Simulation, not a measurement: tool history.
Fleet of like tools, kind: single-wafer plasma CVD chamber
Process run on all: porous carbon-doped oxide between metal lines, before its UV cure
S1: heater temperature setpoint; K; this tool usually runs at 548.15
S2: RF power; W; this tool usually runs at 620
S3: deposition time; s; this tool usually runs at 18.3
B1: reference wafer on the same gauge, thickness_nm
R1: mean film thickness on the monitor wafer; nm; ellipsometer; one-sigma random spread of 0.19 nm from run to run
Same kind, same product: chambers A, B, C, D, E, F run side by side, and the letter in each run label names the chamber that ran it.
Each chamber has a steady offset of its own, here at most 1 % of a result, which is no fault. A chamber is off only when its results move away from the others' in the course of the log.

Run 1C, hour 8: usual settings; B1 127.01. Result: R1 135.33 nm.
Run 2E, hour 20.4: usual settings; B1 126.94. Result: R1 135.78 nm.
Run 3D, hour 31.2: usual settings; B1 126.97. Result: R1 135.74 nm.
Run 4F, hour 39.2: usual settings; B1 126.95. Result: R1 134.65 nm.
Run 5A, hour 45.8: usual settings; B1 126.9. Result: R1 135.18 nm.
Run 6B, hour 54.2: usual settings; B1 126.93. Result: R1 134.5 nm.
Run 7D, hour 60.6: usual settings; B1 126.88. Result: R1 136.01 nm.
Run 8C, hour 68.9: usual settings; B1 126.9. Result: R1 135.21 nm.
Run 9B, hour 77.1: usual settings but S3 16.9 s; B1 126.83. Result: R1 124.64 nm.
Run 10A, hour 83.5: usual settings but S3 16.9 s; B1 126.82. Result: R1 125.12 nm.
At hour 87.2: chamber A: thermocouple changed; heater temperature recalibrated.
Run 11E, hour 93.5: usual settings but S3 16.9 s; B1 126.86. Result: R1 125.25 nm.
Run 12F, hour 106.4: usual settings but S3 16.9 s; B1 126.76. Result: R1 124.87 nm.
Run 13D, hour 112.7: usual settings but S3 16.9 s; B1 126.76. Result: R1 125.52 nm.
Run 14F, hour 125.5: usual settings but S3 16.9 s; B1 126.81. Result: R1 124.68 nm.
Run 15A, hour 133.8: usual settings; B1 126.78. Result: R1 135.07 nm.
Run 16E, hour 139.8: usual settings; B1 126.66. Result: R1 135.25 nm.
Run 17B, hour 148.3: usual settings but S2 670 W, S3 20.7 s; B1 126.76. Result: R1 159.19 nm.
Run 18C, hour 155.1: usual settings but S2 670 W, S3 20.7 s; B1 126.73. Result: R1 159.9 nm.
Run 19F, hour 162.6: usual settings but S2 670 W, S3 20.7 s; B1 126.72. Result: R1 159.44 nm.
Run 20C, hour 173.4: usual settings but S2 670 W, S3 20.7 s; B1 126.7. Result: R1 159.88 nm.
Run 21A, hour 184: usual settings but S2 670 W, S3 20.7 s; B1 126.67. Result: R1 159.74 nm.
Run 22E, hour 192.1: usual settings but S2 670 W, S3 20.7 s; B1 126.68. Result: R1 160.03 nm.
Run 23D, hour 202.3: usual settings; B1 126.65. Result: R1 135.37 nm.
Run 24B, hour 210.7: usual settings; B1 126.6. Result: R1 134.36 nm.
At hour 212.9: chamber C: thermocouple changed; heater temperature recalibrated.
Run 25F, hour 220.3: usual settings; B1 126.59. Result: R1 134.54 nm.
Run 26D, hour 227.3: usual settings; B1 126.55. Result: R1 135.66 nm.
Run 27C, hour 238.2: usual settings; B1 126.55. Result: R1 134.71 nm.
At hour 240: chamber A: RF generator calibrated.
Run 28E, hour 249.7: usual settings; B1 126.52. Result: R1 135.44 nm.
Run 29B, hour 258.7: usual settings; B1 126.54. Result: R1 134.1 nm.
At hour 262.8: chamber D: RF generator calibrated.
Run 30A, hour 270.8: usual settings; B1 126.51. Result: R1 134.67 nm.
Run 31A, hour 280.4: usual settings; B1 126.48. Result: R1 134.86 nm.
Run 32E, hour 287.1: usual settings but S2 730 W; B1 126.49. Result: R1 149.87 nm.
Run 33B, hour 294.5: usual settings but S2 730 W; B1 126.49. Result: R1 148.94 nm.
Run 34C, hour 300.1: usual settings but S2 730 W; B1 126.44. Result: R1 149.36 nm.
Run 35F, hour 307.6: usual settings but S2 730 W; B1 126.43. Result: R1 149.15 nm.
Run 36D, hour 319.3: usual settings but S2 730 W; B1 126.39. Result: R1 150.79 nm.
Run 37F, hour 325.8: usual settings but S2 730 W; B1 126.41. Result: R1 149.3 nm.
Run 38C, hour 337: usual settings; B1 126.39. Result: R1 134.66 nm.
Run 39A, hour 346.5: usual settings; B1 126.33. Result: R1 134.81 nm.
Run 40E, hour 353.6: usual settings; B1 126.34. Result: R1 134.92 nm.
Run 41D, hour 361.9: usual settings; B1 126.31. Result: R1 135.35 nm.
Run 42B, hour 367.8: usual settings; B1 126.25. Result: R1 133.98 nm.
Run 43D, hour 379.3: usual settings; B1 126.33. Result: R1 135.51 nm.

Decide between three cases: one chamber stands off from its peers, the gauge reading all wafers drifts, or nothing is wrong past each chamber's small offset. Where a chamber is off, say which and what most likely put it there.

Gauge drift. The chambers move together only on paper, and none stands off.
Cause: gauge reads low (%) = 0.564.

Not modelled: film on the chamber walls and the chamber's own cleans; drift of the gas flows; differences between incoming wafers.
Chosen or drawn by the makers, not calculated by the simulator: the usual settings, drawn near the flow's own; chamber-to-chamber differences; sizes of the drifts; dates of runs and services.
